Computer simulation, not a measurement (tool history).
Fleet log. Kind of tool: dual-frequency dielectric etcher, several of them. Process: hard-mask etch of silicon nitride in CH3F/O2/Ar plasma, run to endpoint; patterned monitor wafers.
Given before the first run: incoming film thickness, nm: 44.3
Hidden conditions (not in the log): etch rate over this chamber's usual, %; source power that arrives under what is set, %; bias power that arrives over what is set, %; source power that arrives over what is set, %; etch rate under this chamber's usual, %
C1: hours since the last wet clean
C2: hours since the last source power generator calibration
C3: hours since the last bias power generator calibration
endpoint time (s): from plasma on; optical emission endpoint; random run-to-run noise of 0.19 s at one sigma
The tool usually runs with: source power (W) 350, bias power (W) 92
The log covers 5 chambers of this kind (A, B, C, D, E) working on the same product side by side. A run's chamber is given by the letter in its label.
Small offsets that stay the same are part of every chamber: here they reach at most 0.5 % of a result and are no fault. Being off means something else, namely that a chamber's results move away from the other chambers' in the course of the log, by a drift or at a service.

run 1D hour=9.7 | source_power_(W)=350 bias_power_(W)=92 | C1=362.9 C2=306.2 C3=747.6 | endpoint_time_(s)=61.490
run 2C hour=18.4 | source_power_(W)=350 bias_power_(W)=92 | C1=345.1 C2=3195.1 C3=1125.6 | endpoint_time_(s)=61.807
run 3E hour=28.0 | source_power_(W)=350 bias_power_(W)=92 | C1=72.3 C2=2662.9 C3=687.1 | endpoint_time_(s)=62.025
run 4B hour=38.3 | source_power_(W)=350 bias_power_(W)=92 | C1=188.9 C2=1422.3 C3=563.6 | endpoint_time_(s)=61.784
run 5A hour=45.6 | source_power_(W)=350 bias_power_(W)=92 | C1=369.6 C2=124.8 C3=851.4 | endpoint_time_(s)=61.204
run 6A hour=54.2 | source_power_(W)=350 bias_power_(W)=92 | C1=378.2 C2=133.4 C3=860.0 | endpoint_time_(s)=61.813
run 7D hour=59.9 | source_power_(W)=350 bias_power_(W)=83 | C1=413.1 C2=356.4 C3=797.8 | endpoint_time_(s)=64.027
run 8C hour=67.3 | source_power_(W)=350 bias_power_(W)=83 | C1=394.0 C2=3244.0 C3=1174.5 | endpoint_time_(s)=64.427
run 9E hour=72.5 | source_power_(W)=350 bias_power_(W)=83 | C1=116.8 C2=2707.4 C3=731.6 | endpoint_time_(s)=64.175
run 10B hour=80.9 | source_power_(W)=350 bias_power_(W)=83 | C1=231.5 C2=1464.9 C3=606.2 | endpoint_time_(s)=64.051
run 11D hour=85.6 | source_power_(W)=350 bias_power_(W)=83 | C1=438.8 C2=382.1 C3=823.5 | endpoint_time_(s)=63.907
run 12A hour=96.0 | source_power_(W)=350 bias_power_(W)=92 | C1=420.0 C2=175.2 C3=901.8 | endpoint_time_(s)=61.531
run 13C hour=102.8 | source_power_(W)=350 bias_power_(W)=92 | C1=429.5 C2=3279.5 C3=1210.0 | endpoint_time_(s)=61.805
run 14E hour=112.4 | source_power_(W)=350 bias_power_(W)=92 | C1=156.7 C2=2747.3 C3=771.5 | endpoint_time_(s)=62.160
run 15B hour=117.8 | source_power_(W)=350 bias_power_(W)=92 | C1=268.4 C2=1501.8 C3=643.1 | endpoint_time_(s)=62.052
run 16A hour=123.2 | source_power_(W)=350 bias_power_(W)=92 | C1=447.2 C2=202.4 C3=929.0 | endpoint_time_(s)=61.528
-- hour=131.0 chamber D: wet clean of the chamber
run 17E hour=133.5 | source_power_(W)=350 bias_power_(W)=92 | C1=177.8 C2=2768.4 C3=792.6 | endpoint_time_(s)=62.143
run 18B hour=138.5 | source_power_(W)=350 bias_power_(W)=92 | C1=289.1 C2=1522.5 C3=663.8 | endpoint_time_(s)=61.751
run 19C hour=147.7 | source_power_(W)=350 bias_power_(W)=92 | C1=474.4 C2=3324.4 C3=1254.9 | endpoint_time_(s)=61.869
run 20D hour=154.2 | source_power_(W)=350 bias_power_(W)=92 | C1=23.2 C2=450.7 C3=892.1 | endpoint_time_(s)=61.849
-- hour=158.1 chamber C: wet clean of the chamber
-- hour=160.2 chamber B: wet clean of the chamber
run 21A hour=163.6 | source_power_(W)=350 bias_power_(W)=92 | C1=487.6 C2=242.8 C3=969.4 | endpoint_time_(s)=61.649
run 22E hour=174.0 | source_power_(W)=350 bias_power_(W)=92 | C1=218.3 C2=2808.9 C3=833.1 | endpoint_time_(s)=61.987
run 23D hour=179.6 | source_power_(W)=350 bias_power_(W)=92 | C1=48.6 C2=476.1 C3=917.5 | endpoint_time_(s)=61.446
run 24B hour=188.1 | source_power_(W)=350 bias_power_(W)=92 | C1=28.0 C2=1572.1 C3=713.4 | endpoint_time_(s)=59.536
run 25C hour=195.4 | source_power_(W)=350 bias_power_(W)=92 | C1=37.3 C2=3372.1 C3=1302.6 | endpoint_time_(s)=62.101
run 26A hour=203.8 | source_power_(W)=350 bias_power_(W)=92 | C1=527.8 C2=283.0 C3=1009.6 | endpoint_time_(s)=61.880
run 27E hour=209.1 | source_power_(W)=350 bias_power_(W)=92 | C1=253.4 C2=2844.0 C3=868.2 | endpoint_time_(s)=61.950
-- hour=210.5 chamber A: wet clean of the chamber
run 28C hour=214.1 | source_power_(W)=350 bias_power_(W)=92 | C1=56.0 C2=3390.8 C3=1321.3 | endpoint_time_(s)=61.995
run 29B hour=223.4 | source_power_(W)=310 bias_power_(W)=114 | C1=63.3 C2=1607.4 C3=748.7 | endpoint_time_(s)=57.988
run 30D hour=233.0 | source_power_(W)=310 bias_power_(W)=114 | C1=102.0 C2=529.5 C3=970.9 | endpoint_time_(s)=59.522
run 31A hour=239.5 | source_power_(W)=310 bias_power_(W)=114 | C1=29.1 C2=318.7 C3=1045.3 | endpoint_time_(s)=59.421
run 32D hour=245.0 | source_power_(W)=310 bias_power_(W)=114 | C1=114.0 C2=541.5 C3=982.9 | endpoint_time_(s)=59.663
run 33E hour=253.4 | source_power_(W)=310 bias_power_(W)=114 | C1=297.7 C2=2888.3 C3=912.5 | endpoint_time_(s)=60.172
run 34C hour=263.0 | source_power_(W)=350 bias_power_(W)=92 | C1=104.9 C2=3439.7 C3=1370.2 | endpoint_time_(s)=62.217
run 35B hour=267.9 | source_power_(W)=350 bias_power_(W)=92 | C1=107.8 C2=1651.9 C3=793.2 | endpoint_time_(s)=59.988
run 36D hour=276.1 | source_power_(W)=350 bias_power_(W)=92 | C1=145.1 C2=572.6 C3=1014.0 | endpoint_time_(s)=61.600
run 37E hour=283.6 | source_power_(W)=350 bias_power_(W)=92 | C1=327.9 C2=2918.5 C3=942.7 | endpoint_time_(s)=62.238
run 38A hour=290.5 | source_power_(W)=350 bias_power_(W)=92 | C1=80.1 C2=369.7 C3=1096.3 | endpoint_time_(s)=61.993
run 39C hour=295.4 | source_power_(W)=350 bias_power_(W)=106 | C1=137.3 C2=3472.1 C3=1402.6 | endpoint_time_(s)=58.763

The same settings go to every chamber for the next run, one line per chamber below. Forecast the results for each:
run 40A hour=303.0 | source_power_(W)=350 bias_power_(W)=72 | endpoint_time_(s)=?
run 40B hour=303.0 | source_power_(W)=350 bias_power_(W)=72 | endpoint_time_(s)=?
run 40C hour=303.0 | source_power_(W)=350 bias_power_(W)=72 | endpoint_time_(s)=?
run 40D hour=303.0 | source_power_(W)=350 bias_power_(W)=72 | endpoint_time_(s)=?
run 40E hour=303.0 | source_power_(W)=350 bias_power_(W)=72 | endpoint_time_(s)=?

run=40A endpoint_time_(s)=67.204
run=40B endpoint_time_(s)=65.330
run=40C endpoint_time_(s)=67.556
run=40D endpoint_time_(s)=66.895
run=40E endpoint_time_(s)=68.071

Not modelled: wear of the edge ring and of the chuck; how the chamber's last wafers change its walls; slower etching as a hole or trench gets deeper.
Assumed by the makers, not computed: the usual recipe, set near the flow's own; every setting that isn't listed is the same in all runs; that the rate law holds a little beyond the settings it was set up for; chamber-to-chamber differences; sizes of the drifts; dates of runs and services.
